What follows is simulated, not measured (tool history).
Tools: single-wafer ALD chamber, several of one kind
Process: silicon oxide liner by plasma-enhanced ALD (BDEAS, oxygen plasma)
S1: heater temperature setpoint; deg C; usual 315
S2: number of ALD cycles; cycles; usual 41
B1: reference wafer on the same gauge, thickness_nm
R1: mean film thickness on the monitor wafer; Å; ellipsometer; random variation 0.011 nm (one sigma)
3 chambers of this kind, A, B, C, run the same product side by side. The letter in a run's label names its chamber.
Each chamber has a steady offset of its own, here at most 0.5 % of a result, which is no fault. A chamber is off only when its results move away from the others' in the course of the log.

run	hour	S1	S2	B1	R1
1A	4.9	315	41	3.1883	37.270
2C	11.5	315	41	3.1889	37.361
3B	20.9	315	41	3.1919	37.186
4A	29.9	315	41	3.1914	37.250
5C	36.5	315	41	3.1886	37.328
6B	43.8	315	41	3.1903	37.401
7B	51.0	315	41	3.1912	37.399
8A	59.8	315	41	3.1898	37.273
9C	64.5	315	41	3.1905	37.540
10C	72.5	315	41	3.1884	37.470
11B	80.5	315	41	3.1886	37.289
12A	85.7	315	41	3.1926	37.388
13C	93.2	315	41	3.1912	37.326
14B	101.3	315	41	3.1921	37.364
15A	111.7	315	41	3.1937	37.269
16A	118.6	315	41	3.1898	37.086
17B	125.2	315	41	3.1893	37.186
18C	134.1	315	41	3.1940	37.460
19A	138.9	315	41	3.1888	37.332
20B	145.6	315	41	3.1892	37.235
21C	155.5	315	41	3.1915	37.242
22C	161.4	315	41	3.1908	37.447
23A	169.8	315	41	3.1907	37.321
24B	176.4	315	41	3.1901	37.264
25A	181.8	315	41	3.1895	37.123
26C	187.7	315	41	3.1910	37.504
27B	196.4	315	41	3.1885	37.130
28C	203.3	315	41	3.1891	37.483
29B	208.9	315	41	3.1887	37.348
30A	214.8	306	35	3.1922	31.990
31C	219.4	306	35	3.1902	32.336
32A	229.3	306	35	3.1891	32.265
33B	239.1	309	41	3.1897	37.457
34A	246.2	309	41	3.1924	37.641

All 3 chambers run these settings next. Forecast each chamber's results:
35A	253.7	315	41		?
35B	253.7	315	41		?
35C	253.7	315	41		?

run	R1
35A	37.049
35B	37.217
35C	37.327
